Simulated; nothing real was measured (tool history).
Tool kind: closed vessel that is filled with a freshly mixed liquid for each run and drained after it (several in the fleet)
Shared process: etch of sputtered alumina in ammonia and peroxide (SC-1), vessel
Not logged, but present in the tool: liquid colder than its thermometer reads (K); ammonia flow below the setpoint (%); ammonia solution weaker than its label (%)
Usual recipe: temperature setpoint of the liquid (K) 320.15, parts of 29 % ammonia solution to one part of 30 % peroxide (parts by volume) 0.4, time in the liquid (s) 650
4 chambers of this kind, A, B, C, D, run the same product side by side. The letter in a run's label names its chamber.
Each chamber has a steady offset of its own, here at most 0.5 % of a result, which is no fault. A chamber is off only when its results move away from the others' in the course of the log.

run,hour,temperature setpoint of the liquid (K),parts of 29 % ammonia solution to one part of 30 % peroxide (parts by volume),time in the liquid (s),hours since the thermometer was replaced,hours since the ammonia flow meter was replaced,hours since the drum of ammonia solution was connected,"read-back film thickness of the sputtered alumina reference wafer, read on the same gauge (nm)",thickness taken off the sputtered alumina on a monitor wafer (nm)
1D,13.9,320.15,0.4,650,386.1,32.1,174.7,59.979,24.352
2B,25.1,320.15,0.4,650,1298.6,584.0,494.7,60.013,24.012
# hour 28.2: chamber B: new drum of ammonia solution connected
3C,38.6,320.15,0.4,650,89.8,477.6,425.9,59.993,23.750
4A,48.8,320.15,0.4,650,1350.3,1333.5,643.4,59.980,24.107
5D,56.2,320.15,0.4,650,428.4,74.4,217.0,60.032,24.077
6A,70.4,320.15,0.4,650,1371.9,1355.1,665.0,60.007,23.684
7C,77.5,320.15,0.5,310,128.7,516.5,464.8,60.000,11.719
8B,83.7,320.15,0.5,310,1357.2,642.6,55.6,60.009,11.339
9A,93.5,320.15,0.5,310,1395.0,1378.2,688.1,60.015,11.712
10C,105.8,320.15,0.5,310,157.0,544.8,493.1,59.963,11.605
11D,113.1,320.15,0.4,650,485.3,131.3,273.9,59.987,23.918
# hour 121.1: chamber A: thermometer replaced
12B,124.0,320.15,0.4,650,1397.5,682.9,95.9,59.999,24.097
13A,132.5,320.15,0.4,650,11.5,1417.2,727.1,59.984,24.170
14D,145.7,312.65,0.3,650,517.9,163.9,306.5,59.981,15.365
15C,155.4,312.65,0.3,650,206.6,594.4,542.7,59.996,15.006
# hour 164.0: chamber C: new drum of ammonia solution connected
16B,166.9,312.65,0.3,650,1440.4,725.8,138.8,59.998,14.752
# hour 175.8: chamber D: new drum of ammonia solution connected
17B,179.7,312.65,0.3,650,1453.2,738.6,151.6,60.022,14.806
18D,188.4,320.15,0.4,650,560.6,206.6,12.7,60.002,24.168
19A,196.3,311.15,0.5,650,75.3,1481.0,790.9,59.987,14.511
20C,204.1,311.15,0.5,650,255.3,643.1,40.2,60.018,14.650
21A,213.0,311.15,0.5,650,92.0,1497.7,807.6,59.982,14.738
22D,219.6,311.15,0.5,650,591.8,237.8,43.9,60.007,14.600
23B,233.4,320.15,0.4,650,1506.9,792.3,205.3,59.940,22.992
24C,243.1,320.15,0.4,650,294.3,682.1,79.2,60.034,23.998
# hour 247.2: chamber D: thermometer replaced
25D,257.2,320.15,0.4,650,10.1,275.4,81.5,59.972,24.210
# hour 266.8: chamber A: new drum of ammonia solution connected
26C,267.4,320.15,0.4,650,318.6,706.4,103.5,60.003,23.876
27B,279.6,325.65,0.4,650,1553.1,838.5,251.5,59.983,31.132
28A,288.6,325.65,0.4,650,167.6,1573.3,21.8,59.991,32.534
29D,295.3,325.65,0.4,650,48.2,313.5,119.6,60.002,33.089
30A,302.1,325.65,0.4,650,181.1,1586.8,35.3,59.980,32.744
31B,311.6,320.15,0.4,650,1585.1,870.5,283.5,59.986,22.472
32C,320.0,320.15,0.4,650,371.2,759.0,156.1,60.012,23.882
33D,328.5,320.15,0.4,650,81.4,346.7,152.8,60.024,24.088
34A,341.3,320.15,0.4,650,220.3,1626.0,74.5,59.954,24.468
35B,350.8,320.15,0.4,650,1624.3,909.7,322.7,59.998,22.687
36C,359.3,320.15,0.4,650,410.5,798.3,195.4,59.985,23.848
37D,370.0,320.15,0.4,650,122.9,388.2,194.3,60.042,23.539
38C,380.5,320.15,0.4,650,431.7,819.5,216.6,59.970,23.837
# hour 380.8: chamber B: ammonia flow meter replaced
39B,393.7,320.15,0.4,650,1667.2,12.9,365.6,60.037,22.474
40A,406.2,320.15,0.4,650,285.2,1690.9,139.4,60.003,24.209
41A,420.5,320.15,0.4,650,299.5,1705.2,153.7,59.988,24.264
42B,434.5,320.15,0.4,650,1708.0,53.7,406.4,60.003,22.068
43D,442.7,320.15,0.4,650,195.6,460.9,267.0,59.998,23.997
44C,448.9,320.15,0.4,650,500.1,887.9,285.0,60.026,23.944

One chamber off, gauge drift, or nothing amiss beyond the chambers' own small offsets? If it is a chamber, which one, and what is the likeliest cause?

Little by little, chamber B moves away from the other chambers.
What lies behind it: liquid colder than its thermometer reads (K) = 1.57.

Below are 4 candidate recipes for chamber B's next run, each the usual settings with a change, their results shown as question marks. Which of them brings B's results back in line with what the other chambers give on the usual settings?
Counts as in line when no further than this from what the other chambers average on the usual settings: thickness taken off the sputtered alumina on a monitor wafer (nm) 0.770
45B-1,459.2,320.15,0.4,670,,,,,?
45B-2,459.2,321.65,0.4,650,,,,,?
45B-3,459.2,318.65,0.4,650,,,,,?
45B-4,459.2,319.65,0.4,640,,,,,?

Usual-settings mean across the other chambers: thickness taken off the sputtered alumina on a monitor wafer (nm) 24.057
run,thickness taken off the sputtered alumina on a monitor wafer (nm)
45B-1,22.735
45B-2,24.021
45B-3,20.223
45B-4,21.096
With 45B-2, the chamber falls back in line with the rest.
